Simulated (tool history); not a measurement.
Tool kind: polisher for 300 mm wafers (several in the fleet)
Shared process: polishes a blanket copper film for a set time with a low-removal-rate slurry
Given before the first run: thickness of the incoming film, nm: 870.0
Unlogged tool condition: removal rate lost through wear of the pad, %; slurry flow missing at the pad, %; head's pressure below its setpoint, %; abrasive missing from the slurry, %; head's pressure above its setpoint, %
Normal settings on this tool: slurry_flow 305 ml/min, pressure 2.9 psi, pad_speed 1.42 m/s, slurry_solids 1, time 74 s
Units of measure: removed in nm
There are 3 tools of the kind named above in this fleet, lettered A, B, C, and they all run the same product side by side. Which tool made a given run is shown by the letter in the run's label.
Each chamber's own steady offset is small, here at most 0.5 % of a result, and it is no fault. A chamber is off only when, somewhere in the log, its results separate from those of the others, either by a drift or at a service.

run,hour,slurry_flow,pressure,pad_speed,slurry_solids,time,wafers polished on this pad,hours since the slurry nozzle was cleaned,hours since the head pressure was calibrated,hours since the slurry blender was calibrated,removed
# hour 0.8: chamber C: slurry blender recalibrated
1B,9.6,305,2.9,1.42,1,74,582,213.7,779.2,166,256.64
2C,18.1,305,2.9,1.42,1,74,371,339.7,368.1,17.3,258.23
# hour 21.6: chamber A: head pressure recalibrated
# hour 22.2: chamber B: worn pad replaced by a new one
# hour 22.7: chamber A: worn pad replaced by a new one
3A,24.7,305,2.9,1.42,1,74,20,744.2,3.1,53.4,260.15
4A,32.8,305,2.9,1.42,1,74,102,752.3,11.2,61.5,261.08
5C,40.9,305,2.9,1.42,1,74,602,362.5,390.9,40.1,258.69
6B,48.3,305,2.9,1.42,1,74,264,252.4,817.9,204.7,257.26
7C,57.5,305,2.9,1.42,1,74,770,379.1,407.5,56.7,259.29
8A,62.9,305,2.9,1.42,1,74,407,782.4,41.3,91.6,258.52
9B,72.6,305,2.9,1.42,1,74,510,276.7,842.2,229,254.63
# hour 74.9: chamber C: slurry nozzle cleaned
10A,81.5,305,2.9,1.42,1,74,595,801,59.9,110.2,253.72
# hour 83.9: chamber A: slurry nozzle cleaned
11C,90.7,305,2.9,1.42,1,74,1106,15.9,440.7,89.9,259.43
# hour 92.4: chamber B: worn pad replaced by a new one
# hour 95.3: chamber C: worn pad replaced by a new one
12B,99.1,305,2.9,1.42,1,74,68,303.2,868.7,255.5,251.09
13A,104.3,235,2.9,1.42,1,74,826,20.4,82.7,133,249.92
14C,112.3,235,2.9,1.42,1,74,172,37.5,462.3,111.5,255.15
# hour 120.2: chamber A: worn pad replaced by a new one
15B,121.1,235,2.9,1.42,1,74,290,325.2,890.7,277.5,244.51
16A,125.7,305,2.9,1.42,1,74,56,41.8,104.1,154.4,258.38
17B,132.6,305,2.9,1.42,1,74,407,336.7,902.2,289,249.89
# hour 133.2: chamber B: slurry nozzle cleaned
18C,137.6,305,2.9,1.42,1,74,428,62.8,487.6,136.8,258.17
19B,145.2,305,2.9,1.42,1,74,534,12,914.8,301.6,243.1
20C,153.7,305,2.9,1.42,1,74,591,78.9,503.7,152.9,259.53
21A,158.1,305,2.9,1.42,1,74,384,74.2,136.5,186.8,258
# hour 159.2: chamber B: head pressure recalibrated
22B,163,305,2.9,1.06,1,74,715,29.8,3.9,319.4,179.25

Predict what each chamber gives when all 3 of them run the settings below next.
23A,170.2,305,2.3,1.42,1,74,,,,,?
23B,170.2,305,2.3,1.42,1,74,,,,,?
23C,170.2,305,2.3,1.42,1,74,,,,,?

run,removed
23A,204.4
23B,192.06
23C,204.71
